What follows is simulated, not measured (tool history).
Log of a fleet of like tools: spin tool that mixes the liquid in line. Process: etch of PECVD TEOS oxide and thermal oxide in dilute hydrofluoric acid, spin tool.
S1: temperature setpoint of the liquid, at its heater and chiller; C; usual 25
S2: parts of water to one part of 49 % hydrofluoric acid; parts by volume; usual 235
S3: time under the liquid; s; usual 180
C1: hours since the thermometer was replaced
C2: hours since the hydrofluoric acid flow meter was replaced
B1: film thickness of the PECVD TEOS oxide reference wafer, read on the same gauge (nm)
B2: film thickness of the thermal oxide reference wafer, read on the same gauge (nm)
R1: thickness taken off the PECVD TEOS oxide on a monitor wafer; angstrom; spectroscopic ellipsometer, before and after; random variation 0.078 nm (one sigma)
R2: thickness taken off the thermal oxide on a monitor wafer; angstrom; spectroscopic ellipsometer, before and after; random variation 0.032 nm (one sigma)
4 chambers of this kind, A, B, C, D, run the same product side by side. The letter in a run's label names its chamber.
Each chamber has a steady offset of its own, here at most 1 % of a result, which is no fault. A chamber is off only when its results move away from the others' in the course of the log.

run   hour    S1   S2   S3      C1     C2      B1      B2      R1      R2
 1B    8.7    25  235  180  2399.8  374.9  139.98     130  93.051  31.273
 2C   18.3    25  235  180  1094.1  665.9  140.01  129.98  94.989  31.042
 3A   24.1    25  235  180  1287.1  531.6  139.98  130.01  94.818  31.431
 4D   34.6    25  235  180  1232.5   51.7  140.05  129.98  95.358  31.794
 5A   40.5  22.5  235  225  1303.5    548  139.98  129.97  107.58  36.216
 6C   46.3  22.5  235  225  1122.1  693.9  139.97  129.99  106.96  35.098
 7D   55.3  22.5  235  225  1253.2   72.4  139.96  129.99  107.63  34.989
      57.9  -- chamber A: hydrofluoric acid flow meter replaced
 8B   60.9  22.5  235  225    2452  427.1  139.98  130.02  108.19  35.162
 9A   68.4    25  235  180  1331.4   10.6  140.01  129.99  92.997  31.084
10B   76.9    25  235  180    2468  443.1  139.98  130.01  93.565  31.403
      79.9  -- chamber B: thermometer replaced
11C   82.1    25  235  180  1157.9  729.7     140     130  92.871  30.149
12D   87.3    25  235  180  1285.2  104.4  139.98  129.99  94.388  31.019
13A   94.9    25  235  180  1357.9   37.1  139.98  129.99   93.51  31.588
14B  103.7    25  235  180    23.8  469.9     140  129.99  93.915   30.87
15D  112.4    25  235  180  1310.3  129.5  139.99  129.98  94.338  31.353
16C  122.1    25  235  180  1197.9  769.7  139.98  130.02  95.061   31.12
17D  132.9    25  235  180  1330.8    150  139.99  129.99  95.948   30.92
18B    138    25  235  180    58.1  504.2     140  129.99  94.559  30.871
19A  147.7    25  235  180  1410.7   89.9  140.01     130  93.349  31.596
     152.9  -- chamber C: thermometer replaced
20C  155.7    25  235  180     2.8  803.3  140.01  129.98  94.398  31.153
21B  160.6    25  235  180    80.7  526.8  140.01     130  93.569  30.488
22C  166.7    25  235  180    13.8  814.3  140.02  129.99  95.322   30.73
23D  172.4    25  235  180  1370.3  189.5  140.01     130  96.437  31.251
24A  182.2    25  235  180  1445.2  124.4  140.01  130.03  93.348    31.1
25A  187.4    25  345  245  1450.4  129.6  140.01  130.02  77.605  26.575
26C  192.7    25  345  245    39.8  840.3  139.99  129.99  78.747  25.922
27D  199.2    25  345  245  1397.1  216.3  139.99  129.98   78.99  26.014
28B  209.2    25  345  245   129.3  575.4  139.99  129.99  75.184  25.053
29B    215    25  235  180   135.1  581.2     140  129.97   90.18  29.847
30D  220.8    25  235  180  1418.7  237.9     140  129.98  94.734  30.831
31A  231.3    25  235  180  1494.3  173.5  139.97  129.98  94.217  31.328
32C  237.9    25  235  180      85  885.5  139.97  129.99  95.421  31.281
33C  243.7    25  235  180    90.8  891.3  140.02  130.05  93.138   31.44
34B  253.4    25  235  180   173.5  619.6  139.96  129.97  90.025  29.845

What goes on in this fleet: one chamber off, a drifting gauge, or nothing beyond the chambers' own small offsets? Name the chamber and the cause, if any.

Chamber B drifts away from the others.
Cause: hydrofluoric acid flow below the setpoint (%) = 4.43.
The log may not tell that from: liquid colder than its thermometer reads (K).

Here are 4 candidates for chamber B's next run, each the usual settings with a change, their results left as question marks. Which one brings its results back in line with what the others give on the usual settings?
In line means no further than this from the other chambers' mean on the usual settings: R1 2.7 angstrom; R2 1.1 angstrom
35B-1  261.2  25  225  190                   ?   ?
35B-2  261.2  25  230  185                   ?   ?
35B-3  261.2  25  245  170                   ?   ?
35B-4  261.2  25  240  175                   ?   ?

The other chambers' mean on the usual settings: R1 94.504 angstrom; R2 31.232 angstrom
  run      R1      R2
35B-1  100.05  33.018
35B-2  94.774  31.277
35B-3  80.419   26.54
35B-4  84.973  28.043
35B-2 brings the chamber back in line.
